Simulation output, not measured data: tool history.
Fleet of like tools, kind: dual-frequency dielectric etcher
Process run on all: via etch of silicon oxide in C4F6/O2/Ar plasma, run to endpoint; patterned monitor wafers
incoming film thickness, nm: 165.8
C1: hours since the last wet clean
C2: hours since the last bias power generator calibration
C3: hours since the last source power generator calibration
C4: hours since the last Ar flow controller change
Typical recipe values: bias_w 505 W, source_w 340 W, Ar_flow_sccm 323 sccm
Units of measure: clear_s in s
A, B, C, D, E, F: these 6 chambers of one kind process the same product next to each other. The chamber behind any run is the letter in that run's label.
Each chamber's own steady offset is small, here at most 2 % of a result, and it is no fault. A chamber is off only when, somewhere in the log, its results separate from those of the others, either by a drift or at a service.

At hour 1.9: chamber F: Ar flow controller replaced.
Run 1C, hour 8.7: usual settings; C1 266.9; C2 2705; C3 782.3; C4 2001.2. Result: clear_s 39.192 s.
Run 2B, hour 19.2: usual settings; C1 261.6; C2 2045.7; C3 336.5; C4 2321.6. Result: clear_s 38.62 s.
Run 3D, hour 26.5: usual settings; C1 202.2; C2 1786.1; C3 417.9; C4 2353. Result: clear_s 38.594 s.
Run 4E, hour 32.5: usual settings; C1 123.6; C2 248.2; C3 853.2; C4 2432.4. Result: clear_s 38.866 s.
At hour 32.9: chamber A: source power generator calibrated.
Run 5F, hour 42.7: usual settings; C1 631.3; C2 3742.1; C3 2190; C4 40.9. Result: clear_s 38.989 s.
Run 6A, hour 49.9: usual settings; C1 255.2; C2 1774.8; C3 17; C4 1765.6. Result: clear_s 38.369 s.
Run 7E, hour 55.4: usual settings; C1 146.5; C2 271.1; C3 876.1; C4 2455.3. Result: clear_s 39.171 s.
Run 8A, hour 62.1: usual settings; C1 267.4; C2 1787; C3 29.2; C4 1777.8. Result: clear_s 38.438 s.
Run 9B, hour 68.4: usual settings; C1 310.8; C2 2094.9; C3 385.7; C4 2370.8. Result: clear_s 38.272 s.
Run 10C, hour 75.3: usual settings; C1 333.5; C2 2771.6; C3 848.9; C4 2067.8. Result: clear_s 39.236 s.
At hour 78.2: chamber C: bias power generator calibrated.
Run 11F, hour 81.9: usual settings; C1 670.5; C2 3781.3; C3 2229.2; C4 80.1. Result: clear_s 39.098 s.
At hour 85.7: chamber F: wet clean of the chamber.
Run 12D, hour 87: usual settings; C1 262.7; C2 1846.6; C3 478.4; C4 2413.5. Result: clear_s 38.97 s.
Run 13D, hour 94.6: usual settings but bias_w 406 W, source_w 410 W; C1 270.3; C2 1854.2; C3 486; C4 2421.1. Result: clear_s 39.032 s.
Run 14F, hour 103.7: usual settings but bias_w 406 W, source_w 410 W; C1 18.1; C2 3803.1; C3 2251; C4 101.9. Result: clear_s 39.48 s.
At hour 111.2: chamber B: wet clean of the chamber.
Run 15E, hour 111.4: usual settings but bias_w 406 W, source_w 410 W; C1 202.5; C2 327.1; C3 932.1; C4 2511.3. Result: clear_s 40.033 s.
Run 16A, hour 120.1: usual settings but bias_w 406 W, source_w 410 W; C1 325.4; C2 1845; C3 87.2; C4 1835.8. Result: clear_s 38.852 s.
Run 17B, hour 130: usual settings but bias_w 406 W, source_w 410 W; C1 18.9; C2 2156.5; C3 447.3; C4 2432.4. Result: clear_s 39.254 s.
Run 18C, hour 140: usual settings but bias_w 406 W, source_w 410 W; C1 398.2; C2 61.9; C3 913.6; C4 2132.5. Result: clear_s 39.596 s.
Run 19D, hour 145.5: usual settings; C1 321.2; C2 1905.1; C3 536.9; C4 2472. Result: clear_s 38.704 s.
Run 20E, hour 151: usual settings; C1 242.1; C2 366.7; C3 971.7; C4 2550.9. Result: clear_s 39.438 s.
Run 21C, hour 156: usual settings; C1 414.2; C2 77.9; C3 929.6; C4 2148.5. Result: clear_s 39.243 s.
Run 22B, hour 162.8: usual settings; C1 51.7; C2 2189.3; C3 480.1; C4 2465.2. Result: clear_s 38.797 s.
Run 23F, hour 168.1: usual settings; C1 82.5; C2 3867.5; C3 2315.4; C4 166.3. Result: clear_s 38.98 s.
Run 24A, hour 174.9: usual settings; C1 380.2; C2 1899.8; C3 142; C4 1890.6. Result: clear_s 38.661 s.
Run 25E, hour 182.5: usual settings; C1 273.6; C2 398.2; C3 1003.2; C4 2582.4. Result: clear_s 39.747 s.
Run 26D, hour 187.6: usual settings; C1 363.3; C2 1947.2; C3 579; C4 2514.1. Result: clear_s 38.75 s.
Run 27A, hour 198.2: usual settings; C1 403.5; C2 1923.1; C3 165.3; C4 1913.9. Result: clear_s 38.515 s.
Run 28C, hour 205.5: usual settings; C1 463.7; C2 127.4; C3 979.1; C4 2198. Result: clear_s 38.67 s.
Run 29B, hour 215.1: usual settings; C1 104; C2 2241.6; C3 532.4; C4 2517.5. Result: clear_s 38.881 s.
Run 30F, hour 224.6: usual settings; C1 139; C2 3924; C3 2371.9; C4 222.8. Result: clear_s 39.116 s.
Run 31C, hour 233.8: usual settings but bias_w 616 W, Ar_flow_sccm 364 sccm; C1 492; C2 155.7; C3 1007.4; C4 2226.3. Result: clear_s 36.677 s.
Run 32B, hour 239.5: usual settings but bias_w 616 W, Ar_flow_sccm 364 sccm; C1 128.4; C2 2266; C3 556.8; C4 2541.9. Result: clear_s 36.206 s.
Run 33D, hour 246.7: usual settings but bias_w 616 W, Ar_flow_sccm 364 sccm; C1 422.4; C2 2006.3; C3 638.1; C4 2573.2. Result: clear_s 36.403 s.
Run 34F, hour 252: usual settings but bias_w 616 W, Ar_flow_sccm 364 sccm; C1 166.4; C2 3951.4; C3 2399.3; C4 250.2. Result: clear_s 36.682 s.
Run 35E, hour 259.5: usual settings but bias_w 616 W, Ar_flow_sccm 364 sccm; C1 350.6; C2 475.2; C3 1080.2; C4 2659.4. Result: clear_s 37.877 s.
Run 36A, hour 264.3: usual settings but bias_w 616 W, Ar_flow_sccm 364 sccm; C1 469.6; C2 1989.2; C3 231.4; C4 1980. Result: clear_s 35.988 s.
Run 37F, hour 271.1: usual settings; C1 185.5; C2 3970.5; C3 2418.4; C4 269.3. Result: clear_s 39.242 s.

The same settings go to every chamber for the next run, one line per chamber below. Forecast the results for each:
Run 38A, hour 278.7: usual settings but bias_w 548 W. Result: clear_s ?.
Run 38B, hour 278.7: usual settings but bias_w 548 W. Result: clear_s ?.
Run 38C, hour 278.7: usual settings but bias_w 548 W. Result: clear_s ?.
Run 38D, hour 278.7: usual settings but bias_w 548 W. Result: clear_s ?.
Run 38E, hour 278.7: usual settings but bias_w 548 W. Result: clear_s ?.
Run 38F, hour 278.7: usual settings but bias_w 548 W. Result: clear_s ?.

run  clear_s
38A   37.251
38B   37.353
38C   37.907
38D   37.704
38E   39.185
38F   38.229
